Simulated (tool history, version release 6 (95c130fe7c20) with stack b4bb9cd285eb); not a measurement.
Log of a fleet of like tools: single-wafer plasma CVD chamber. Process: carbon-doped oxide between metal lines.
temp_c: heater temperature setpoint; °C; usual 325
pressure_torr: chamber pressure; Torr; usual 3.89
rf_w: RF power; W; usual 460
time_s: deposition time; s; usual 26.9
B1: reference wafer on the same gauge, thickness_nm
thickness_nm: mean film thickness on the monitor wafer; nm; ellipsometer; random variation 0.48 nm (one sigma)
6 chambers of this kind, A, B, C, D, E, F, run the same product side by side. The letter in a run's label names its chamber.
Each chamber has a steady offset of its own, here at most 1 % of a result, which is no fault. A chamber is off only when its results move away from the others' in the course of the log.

Run 1B, day 0.279: usual settings; B1 114. Result: thickness_nm 135.21 nm.
Run 2A, day 0.45: usual settings; B1 114.04. Result: thickness_nm 135.83 nm.
Run 3E, day 0.621: usual settings; B1 114.1. Result: thickness_nm 137.25 nm.
Run 4D, day 0.908: usual settings; B1 113.93. Result: thickness_nm 136.84 nm.
Run 5F, day 1.217: usual settings; B1 113.91. Result: thickness_nm 135.95 nm.
Run 6C, day 1.488: usual settings; B1 113.97. Result: thickness_nm 135.82 nm.
Run 7C, day 1.646: usual settings but pressure_torr 4.56 Torr; B1 113.99. Result: thickness_nm 138.76 nm.
Run 8F, day 1.85: usual settings but pressure_torr 4.56 Torr; B1 113.98. Result: thickness_nm 139.33 nm.
Run 9A, day 2.075: usual settings but pressure_torr 4.56 Torr; B1 114.01. Result: thickness_nm 138.38 nm.
Run 10D, day 2.296: usual settings but pressure_torr 4.56 Torr; B1 113.91. Result: thickness_nm 139.94 nm.
Run 11B, day 2.546: usual settings but pressure_torr 4.56 Torr; B1 113.94. Result: thickness_nm 138.39 nm.
Run 12E, day 2.775: usual settings but pressure_torr 4.56 Torr; B1 114.02. Result: thickness_nm 137.99 nm.
Run 13A, day 3.042: usual settings; B1 113.92. Result: thickness_nm 134.91 nm.
Run 14C, day 3.221: usual settings but temp_c 330 °C, pressure_torr 4.18 Torr; B1 113.95. Result: thickness_nm 135.1 nm.
Run 15D, day 3.412: usual settings but temp_c 330 °C, pressure_torr 4.18 Torr; B1 114. Result: thickness_nm 134.74 nm.
Run 16B, day 3.696: usual settings but temp_c 330 °C, pressure_torr 4.18 Torr; B1 114.02. Result: thickness_nm 134.35 nm.
Run 17F, day 3.854: usual settings but temp_c 330 °C, pressure_torr 4.18 Torr; B1 114.08. Result: thickness_nm 135.15 nm.
Run 18E, day 4.142: usual settings but temp_c 330 °C, pressure_torr 4.18 Torr; B1 113.98. Result: thickness_nm 135.22 nm.
Run 19D, day 4.392: usual settings but temp_c 330 °C, pressure_torr 4.18 Torr; B1 114.07. Result: thickness_nm 135.8 nm.
Run 20B, day 4.583: usual settings; B1 114.01. Result: thickness_nm 135.48 nm.
Run 21E, day 4.783: usual settings; B1 114.06. Result: thickness_nm 135.67 nm.
Run 22A, day 4.971: usual settings but temp_c 320 °C, rf_w 420 W; B1 113.98. Result: thickness_nm 127.81 nm.
Run 23F, day 5.283: usual settings but temp_c 320 °C, rf_w 420 W; B1 114.06. Result: thickness_nm 129.37 nm.
Run 24C, day 5.562: usual settings but temp_c 320 °C, rf_w 420 W; B1 113.96. Result: thickness_nm 130.4 nm.
Run 25E, day 5.779: usual settings but temp_c 320 °C, rf_w 420 W; B1 113.97. Result: thickness_nm 129.86 nm.
Run 26D, day 5.975: usual settings but temp_c 320 °C, rf_w 420 W; B1 113.98. Result: thickness_nm 130.78 nm.
Run 27C, day 6.229: usual settings but temp_c 320 °C, rf_w 420 W; B1 113.86. Result: thickness_nm 130.33 nm.
Run 28A, day 6.412: usual settings but time_s 29.9 s; B1 113.99. Result: thickness_nm 147.52 nm.
Run 29B, day 6.629: usual settings but time_s 29.9 s; B1 114.01. Result: thickness_nm 151.06 nm.
Run 30F, day 6.8: usual settings but time_s 29.9 s; B1 113.99. Result: thickness_nm 151.05 nm.
Run 31E, day 7.067: usual settings but time_s 29.9 s; B1 113.99. Result: thickness_nm 151.42 nm.
At day 7.225: chamber A: thermocouple changed; heater temperature recalibrated.
Run 32C, day 7.279: usual settings but time_s 29.9 s; B1 114. Result: thickness_nm 150.46 nm.
Run 33D, day 7.417: usual settings but time_s 29.9 s; B1 113.92. Result: thickness_nm 152.07 nm.
Run 34F, day 7.654: usual settings; B1 114.15. Result: thickness_nm 136.6 nm.
Run 35B, day 7.892: usual settings; B1 114.01. Result: thickness_nm 134.6 nm.
Run 36A, day 8.158: usual settings; B1 114.04. Result: thickness_nm 132.08 nm.
Run 37A, day 8.342: usual settings; B1 114.05. Result: thickness_nm 132.03 nm.
Run 38B, day 8.621: usual settings; B1 114.04. Result: thickness_nm 135.74 nm.
Run 39D, day 8.892: usual settings; B1 114.08. Result: thickness_nm 137.25 nm.

Next, every chamber runs the same settings. What will each give?
Run 40A, day 9.121: usual settings but time_s 29.6 s. Result: thickness_nm ?.
Run 40B, day 9.121: usual settings but time_s 29.6 s. Result: thickness_nm ?.
Run 40C, day 9.121: usual settings but time_s 29.6 s. Result: thickness_nm ?.
Run 40D, day 9.121: usual settings but time_s 29.6 s. Result: thickness_nm ?.
Run 40E, day 9.121: usual settings but time_s 29.6 s. Result: thickness_nm ?.
Run 40F, day 9.121: usual settings but time_s 29.6 s. Result: thickness_nm ?.

run  thickness_nm
40A        143.57
40B        148.62
40C         149.3
40D        150.95
40E        149.25
40F         148.8
